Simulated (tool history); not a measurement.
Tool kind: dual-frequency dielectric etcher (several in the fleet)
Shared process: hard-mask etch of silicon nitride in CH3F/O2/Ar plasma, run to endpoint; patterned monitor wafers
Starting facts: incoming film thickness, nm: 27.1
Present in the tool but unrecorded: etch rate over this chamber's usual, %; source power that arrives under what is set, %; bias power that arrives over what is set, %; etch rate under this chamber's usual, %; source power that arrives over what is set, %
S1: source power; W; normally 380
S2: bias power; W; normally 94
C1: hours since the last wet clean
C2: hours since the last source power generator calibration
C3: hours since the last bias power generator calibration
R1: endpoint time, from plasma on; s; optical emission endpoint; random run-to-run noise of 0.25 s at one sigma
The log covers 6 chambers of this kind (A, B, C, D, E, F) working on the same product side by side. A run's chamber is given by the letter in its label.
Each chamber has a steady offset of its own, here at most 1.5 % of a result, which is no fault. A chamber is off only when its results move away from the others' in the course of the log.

run   hour   S1   S2     C1      C2      C3      R1
 1E    7.9  380   94  490.9   242.7  3754.7  36.885
 2A   13.0  380   94  146.7   976.8  1191.9  36.352
 3B   20.7  380   94   35.0   520.7  2816.9  36.914
 4F   28.4  380   94  369.6  1889.4  3619.4  36.175
 5D   35.6  380   94  147.3  1467.8  2064.8  36.931
 6C   42.1  380   94  326.1   127.7   253.5  35.745
 7C   50.7  380   94  334.7   136.3   262.1  36.219
      52.5  -- chamber F: wet clean of the chamber
 8F   58.1  380   94    5.7  1919.1  3649.1  36.312
 9D   66.2  420   94  177.9  1498.4  2095.4  35.470
10A   72.9  420   94  206.6  1036.7  1251.8  34.610
11B   80.6  420   94   94.9   580.6  2876.8  35.299
12E   89.3  420   94  572.3   324.1  3836.1  35.770
13E   93.9  420   94  576.9   328.7  3840.7  35.737
14B   99.1  420   94  113.4   599.1  2895.3  35.419
15C  103.1  330   74  387.1   188.7   314.5  41.398
16F  109.4  330   74   57.0  1970.4  3700.4  42.015
17D  117.7  330   74  229.4  1549.9  2146.9  41.900
18A  124.0  330   74  257.7  1087.8  1302.9  41.557
19D  132.4  330   74  244.1  1564.6  2161.6  42.619
20C  137.6  330   74  421.6   223.2   349.0  41.844
21B  143.6  470  104  157.9   643.6  2939.8  32.961
     150.2  -- chamber E: wet clean of the chamber
22E  150.3  470  104    0.2   385.1  3897.1  32.826
23A  156.7  470  104  290.4  1120.5  1335.6  32.445
24F  160.5  470  104  108.1  2021.5  3751.5  32.173
25D  167.4  470  104  279.1  1599.6  2196.6  33.922
26C  172.7  470  104  456.7   258.3   384.1  31.968
27E  179.9  380   94   29.8   414.7  3926.7  36.476
28F  184.2  380   94  131.8  2045.2  3775.2  35.997
29B  192.8  380   94  207.1   692.8  2989.0  36.856
30A  199.6  380   94  333.3  1163.4  1378.5  36.287
31E  206.1  380   94   56.0   440.9  3952.9  37.175
32F  213.6  380   94  161.2  2074.6  3804.6  36.582
     218.4  -- chamber C: wet clean of the chamber
33D  219.4  380   94  331.1  1651.6  2248.6  38.026
34C  227.7  380   94    9.4   313.3   439.1  35.768
35A  232.4  380   94  366.1  1196.2  1411.3  36.690
36B  237.8  380   94  252.1   737.8  3034.0  36.604
37B  246.6  380   94  260.9   746.6  3042.8  37.041
38E  252.2  380   94  102.1   487.0  3999.0  36.288
39A  257.3  380   94  391.0  1221.1  1436.2  35.888
40C  262.0  380  108   43.7   347.6   473.4  34.077

For the next run the whole fleet of 6 chambers uses the same settings. Give each chamber's results:
41A  268.3  340  94               ?
41B  268.3  340  94               ?
41C  268.3  340  94               ?
41D  268.3  340  94               ?
41E  268.3  340  94               ?
41F  268.3  340  94               ?

run      R1
41A  37.921
41B  38.236
41C  37.331
41D  40.246
41E  38.419
41F  38.379
